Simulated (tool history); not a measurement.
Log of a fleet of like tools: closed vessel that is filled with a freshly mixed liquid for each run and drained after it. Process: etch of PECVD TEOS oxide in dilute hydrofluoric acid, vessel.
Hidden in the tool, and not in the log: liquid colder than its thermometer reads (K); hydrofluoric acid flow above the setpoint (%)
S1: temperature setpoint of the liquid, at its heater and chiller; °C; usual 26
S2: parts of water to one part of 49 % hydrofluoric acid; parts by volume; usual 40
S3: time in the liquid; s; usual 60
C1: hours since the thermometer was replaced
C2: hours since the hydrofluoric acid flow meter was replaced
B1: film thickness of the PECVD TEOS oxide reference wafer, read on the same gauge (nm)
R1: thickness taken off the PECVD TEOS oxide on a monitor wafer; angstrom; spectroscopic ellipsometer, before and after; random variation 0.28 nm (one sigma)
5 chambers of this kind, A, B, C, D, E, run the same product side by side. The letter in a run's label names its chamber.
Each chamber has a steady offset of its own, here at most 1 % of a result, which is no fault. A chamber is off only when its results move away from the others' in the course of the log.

run,hour,S1,S2,S3,C1,C2,B1,R1
1D,5.4,26,40,60,276.8,341.2,150.01,368.55
2E,8.8,26,40,60,486.1,282.5,149.99,364.04
3C,14.1,26,40,60,750.5,595.5,150,369.11
4A,17.1,26,40,60,1852,580.2,150,367.85
5B,20.6,26,40,60,94.3,133.6,150.01,362.36
6A,24.2,26,40,60,1859.1,587.3,150,366.29
7B,30.9,26,40,60,104.6,143.9,149.99,362.63
8E,36.6,26,40,35,513.9,310.3,149.98,215.26
9C,42.3,26,40,35,778.7,623.7,150,213.5
10D,48.1,26,40,35,319.5,383.9,150.01,214.44
11A,53.4,26,40,35,1888.3,616.5,150.01,216.17
12E,57.8,26,40,35,535.1,331.5,149.99,211.69
13D,63.9,26,40,60,335.3,399.7,150,364.56
14C,67.9,26,40,60,804.3,649.3,150.01,368.94
15B,71.7,26,40,60,145.4,184.7,149.99,367.34
16A,78.1,26,40,60,1913,641.2,150.01,367.71
# hour 79.3: chamber D: hydrofluoric acid flow meter replaced
17C,83.3,26,40,60,819.7,664.7,150,363.07
18E,89.5,26,40,60,566.8,363.2,150,359.65
19D,92.9,26,40,60,364.3,13.6,149.99,369.35
20B,96.9,26,40,60,170.6,209.9,149.98,364.18
21E,103.6,26,40,60,580.9,377.3,149.99,352.91
22C,107,26,40,60,843.4,688.4,150,369.31
# hour 109.7: chamber C: hydrofluoric acid flow meter replaced
23B,113.5,26,40,60,187.2,226.5,149.99,366.5
24A,118.3,26,40,60,1953.2,681.4,150,366.23
25D,121.4,26,40,60,392.8,42.1,149.99,370.26
26E,125,26,40,60,602.3,398.7,150.02,351.11
27D,130.6,24.5,40,80,402,51.3,149.99,462.85
28A,137.2,24.5,40,80,1972.1,700.3,149.99,465.69
29B,143,24.5,40,80,216.7,256,149.99,463.25
30C,146.6,24.5,40,80,883,36.9,149.98,457.93
31B,151.1,24.5,40,80,224.8,264.1,150,460.08
32A,156,26,40,75,1990.9,719.1,150.02,461.63
33E,160.2,26,40,75,637.5,433.9,149.99,419.56
34D,165.4,26,40,75,436.8,86.1,150.01,458.92

Is one chamber off against the others, does the gauge drift, or is nothing wrong? If a chamber is off, say which, and what the likeliest cause is.

Chamber E drifts away from the others.
Cause: liquid colder than its thermometer reads (K) = 2.05.
The log may not tell that from: hydrofluoric acid flow below the setpoint (%).

Here are 4 candidates for chamber E's next run, each the usual settings with a change, their results left as question marks. Which one brings its results back in line with what the others give on the usual settings?
In line means no further than this from the other chambers' mean on the usual settings: R1 9.6 angstrom
35E-1,170.3,26,40,55,,,,?
35E-2,170.3,28,40,60,,,,?
35E-3,170.3,27,40,60,,,,?
35E-4,170.3,25,40,60,,,,?

The other chambers' mean on the usual settings: R1 366.7 angstrom
run,R1
35E-1,307.86
35E-2,365.13
35E-3,350.31
35E-4,322
35E-2 brings the chamber back in line.

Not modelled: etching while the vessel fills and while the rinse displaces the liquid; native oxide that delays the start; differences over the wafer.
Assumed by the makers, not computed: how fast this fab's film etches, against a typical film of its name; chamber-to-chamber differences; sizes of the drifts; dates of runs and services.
